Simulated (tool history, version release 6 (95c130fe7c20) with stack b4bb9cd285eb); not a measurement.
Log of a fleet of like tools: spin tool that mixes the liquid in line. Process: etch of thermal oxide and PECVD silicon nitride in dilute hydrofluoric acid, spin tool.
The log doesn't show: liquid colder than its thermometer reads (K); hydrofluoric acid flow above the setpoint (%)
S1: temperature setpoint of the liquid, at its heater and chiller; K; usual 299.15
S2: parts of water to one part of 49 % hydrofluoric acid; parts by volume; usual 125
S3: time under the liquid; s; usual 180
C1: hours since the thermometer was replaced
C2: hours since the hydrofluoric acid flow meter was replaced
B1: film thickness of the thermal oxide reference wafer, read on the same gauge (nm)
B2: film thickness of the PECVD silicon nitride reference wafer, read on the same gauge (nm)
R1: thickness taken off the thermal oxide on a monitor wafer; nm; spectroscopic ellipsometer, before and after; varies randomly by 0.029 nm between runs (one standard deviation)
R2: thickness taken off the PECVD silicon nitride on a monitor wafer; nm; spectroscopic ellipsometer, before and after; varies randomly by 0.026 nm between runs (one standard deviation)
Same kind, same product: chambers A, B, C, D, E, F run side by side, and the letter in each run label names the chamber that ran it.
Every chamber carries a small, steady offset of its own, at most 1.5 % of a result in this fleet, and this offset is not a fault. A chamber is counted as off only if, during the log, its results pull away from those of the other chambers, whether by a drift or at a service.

At hour 7.1: chamber B: thermometer replaced.
Run 1F, hour 13.5: usual settings; C1 242.5; C2 886.9; B1 139.99; B2 30.010. Result: R1 7.2779 nm, R2 5.7680 nm.
Run 2E, hour 26.5: usual settings; C1 1998.9; C2 818.2; B1 139.99; B2 30.001. Result: R1 7.2862 nm, R2 5.8886 nm.
Run 3B, hour 33.1: usual settings; C1 26.0; C2 114.7; B1 140.01; B2 29.985. Result: R1 7.2543 nm, R2 5.8129 nm.
Run 4D, hour 42.3: usual settings; C1 246.7; C2 351.3; B1 139.98; B2 30.002. Result: R1 7.2222 nm, R2 5.8261 nm.
Run 5A, hour 53.1: usual settings; C1 1028.1; C2 1398.2; B1 140.04; B2 29.995. Result: R1 7.2385 nm, R2 5.8277 nm.
Run 6C, hour 59.3: usual settings; C1 1367.8; C2 233.7; B1 140.04; B2 29.982. Result: R1 7.3247 nm, R2 5.7734 nm.
Run 7C, hour 65.5: usual settings; C1 1374.0; C2 239.9; B1 140.03; B2 30.026. Result: R1 7.2450 nm, R2 5.7657 nm.
At hour 66.2: chamber F: hydrofluoric acid flow meter replaced.
At hour 75.2: chamber A: thermometer replaced.
Run 8F, hour 79.2: usual settings; C1 308.2; C2 13.1; B1 139.96; B2 29.980. Result: R1 7.2615 nm, R2 5.8141 nm.
Run 9B, hour 91.7: usual settings; C1 84.6; C2 173.3; B1 140.04; B2 30.011. Result: R1 7.2583 nm, R2 5.7899 nm.
Run 10D, hour 101.1: usual settings; C1 305.5; C2 410.1; B1 139.99; B2 29.993. Result: R1 7.2188 nm, R2 5.8156 nm.
Run 11A, hour 110.0: usual settings; C1 34.9; C2 1455.1; B1 139.97; B2 30.007. Result: R1 7.2160 nm, R2 5.8574 nm.
Run 12E, hour 123.0: usual settings; C1 2095.4; C2 914.7; B1 140.05; B2 30.005. Result: R1 7.3262 nm, R2 5.8572 nm.
At hour 124.1: chamber A: hydrofluoric acid flow meter replaced.
Run 13C, hour 129.6: usual settings; C1 1438.1; C2 304.0; B1 140.00; B2 29.998. Result: R1 7.2776 nm, R2 5.8016 nm.
Run 14A, hour 138.2: usual settings; C1 63.1; C2 14.1; B1 139.98; B2 29.993. Result: R1 7.1518 nm, R2 5.8568 nm.
Run 15D, hour 149.4: usual settings; C1 353.8; C2 458.4; B1 139.99; B2 29.988. Result: R1 7.2339 nm, R2 5.8239 nm.
Run 16B, hour 158.3: usual settings; C1 151.2; C2 239.9; B1 140.02; B2 30.014. Result: R1 7.2733 nm, R2 5.7994 nm.
Run 17E, hour 167.6: usual settings but S1 301.65 K, S2 75 parts by volume; C1 2140.0; C2 959.3; B1 140.00; B2 30.033. Result: R1 14.4100 nm, R2 11.5120 nm.
Run 18F, hour 175.0: usual settings but S1 301.65 K, S2 75 parts by volume; C1 404.0; C2 108.9; B1 139.99; B2 30.024. Result: R1 14.1030 nm, R2 11.1400 nm.
Run 19B, hour 186.0: usual settings but S1 301.65 K, S2 75 parts by volume; C1 178.9; C2 267.6; B1 140.01; B2 29.973. Result: R1 14.4090 nm, R2 11.4480 nm.
At hour 191.7: chamber E: thermometer replaced.
Run 20D, hour 196.9: usual settings but S1 301.65 K, S2 75 parts by volume; C1 401.3; C2 505.9; B1 139.95; B2 30.014. Result: R1 13.9430 nm, R2 11.2630 nm.
Run 21A, hour 209.9: usual settings but S1 301.65 K, S2 75 parts by volume; C1 134.8; C2 85.8; B1 140.03; B2 30.003. Result: R1 14.0190 nm, R2 11.3330 nm.
Run 22F, hour 219.0: usual settings but S1 301.65 K, S2 75 parts by volume; C1 448.0; C2 152.9; B1 139.98; B2 30.011. Result: R1 14.2850 nm, R2 11.2080 nm.
Run 23C, hour 226.3: usual settings; C1 1534.8; C2 400.7; B1 140.00; B2 30.001. Result: R1 7.3004 nm, R2 5.7645 nm.
Run 24E, hour 233.9: usual settings; C1 42.3; C2 1025.6; B1 140.03; B2 29.973. Result: R1 7.3658 nm, R2 5.8547 nm.
At hour 234.7: chamber E: hydrofluoric acid flow meter replaced.
At hour 235.8: chamber C: hydrofluoric acid flow meter replaced.
Run 25A, hour 247.9: usual settings but S3 240 s; C1 172.8; C2 123.8; B1 139.95; B2 30.003. Result: R1 9.6538 nm, R2 7.8574 nm.
At hour 258.5: chamber C: thermometer replaced.
Run 26E, hour 260.1: usual settings but S3 240 s; C1 68.5; C2 25.4; B1 140.03; B2 29.981. Result: R1 9.7707 nm, R2 7.7493 nm.
Run 27B, hour 269.6: usual settings but S3 240 s; C1 262.5; C2 351.2; B1 140.00; B2 30.010. Result: R1 9.6822 nm, R2 7.7555 nm.
Run 28C, hour 280.1: usual settings but S3 240 s; C1 21.7; C2 44.3; B1 140.03; B2 30.012. Result: R1 9.7434 nm, R2 7.6635 nm.
Run 29F, hour 292.0: usual settings but S3 240 s; C1 521.0; C2 225.9; B1 139.99; B2 30.001. Result: R1 9.7209 nm, R2 7.7618 nm.
Run 30D, hour 302.0: usual settings but S3 240 s; C1 506.4; C2 611.0; B1 139.99; B2 29.982. Result: R1 9.5826 nm, R2 7.7479 nm.
At hour 305.4: chamber B: hydrofluoric acid flow meter replaced.
Run 31B, hour 308.7: usual settings; C1 301.6; C2 3.3; B1 140.01; B2 30.016. Result: R1 7.2401 nm, R2 5.7910 nm.
Run 32F, hour 316.6: usual settings; C1 545.6; C2 250.5; B1 139.96; B2 29.984. Result: R1 7.3260 nm, R2 5.7843 nm.
Run 33C, hour 328.4: usual settings but S1 302.65 K; C1 70.0; C2 92.6; B1 139.99; B2 30.001. Result: R1 8.2529 nm, R2 7.2050 nm.
Run 34D, hour 340.8: usual settings but S1 302.65 K; C1 545.2; C2 649.8; B1 139.99; B2 29.989. Result: R1 8.2250 nm, R2 7.2562 nm.
Run 35A, hour 351.6: usual settings but S1 302.65 K; C1 276.5; C2 227.5; B1 140.06; B2 30.000. Result: R1 8.2464 nm, R2 7.2578 nm.
Run 36E, hour 365.2: usual settings but S1 302.65 K; C1 173.6; C2 130.5; B1 139.98; B2 29.991. Result: R1 8.3649 nm, R2 7.2634 nm.
Run 37A, hour 377.0: usual settings but S1 302.65 K; C1 301.9; C2 252.9; B1 140.07; B2 30.000. Result: R1 8.2882 nm, R2 7.3031 nm.
Run 38E, hour 383.9: usual settings but S1 302.65 K; C1 192.3; C2 149.2; B1 140.00; B2 29.990. Result: R1 8.3176 nm, R2 7.2374 nm.
Run 39B, hour 390.5: usual settings; C1 383.4; C2 85.1; B1 139.97; B2 29.987. Result: R1 7.2943 nm, R2 5.7976 nm.
Run 40F, hour 402.3: usual settings; C1 631.3; C2 336.2; B1 140.01; B2 29.988. Result: R1 7.2994 nm, R2 5.7959 nm.
Run 41D, hour 409.9: usual settings; C1 614.3; C2 718.9; B1 139.97; B2 29.994. Result: R1 7.1915 nm, R2 5.8397 nm.
Run 42C, hour 421.3: usual settings but S3 220 s; C1 162.9; C2 185.5; B1 139.98; B2 30.019. Result: R1 8.8911 nm, R2 7.0703 nm.
Run 43E, hour 430.2: usual settings but S3 220 s; C1 238.6; C2 195.5; B1 139.97; B2 30.019. Result: R1 8.9546 nm, R2 7.1739 nm.

Next, all 6 chambers run the settings below, one line each with question marks for the results. What does each chamber give?
Run 44A, hour 440.3: usual settings. Result: R1 ?, R2 ?.
Run 44B, hour 440.3: usual settings. Result: R1 ?, R2 ?.
Run 44C, hour 440.3: usual settings. Result: R1 ?, R2 ?.
Run 44D, hour 440.3: usual settings. Result: R1 ?, R2 ?.
Run 44E, hour 440.3: usual settings. Result: R1 ?, R2 ?.
Run 44F, hour 440.3: usual settings. Result: R1 ?, R2 ?.

run      R1      R2
44A  7.2787  5.8373
44B  7.2621  5.8277
44C  7.2406  5.7968
44D  7.2530  5.8407
44E  7.2954  5.8414
44F  7.3513  5.7750
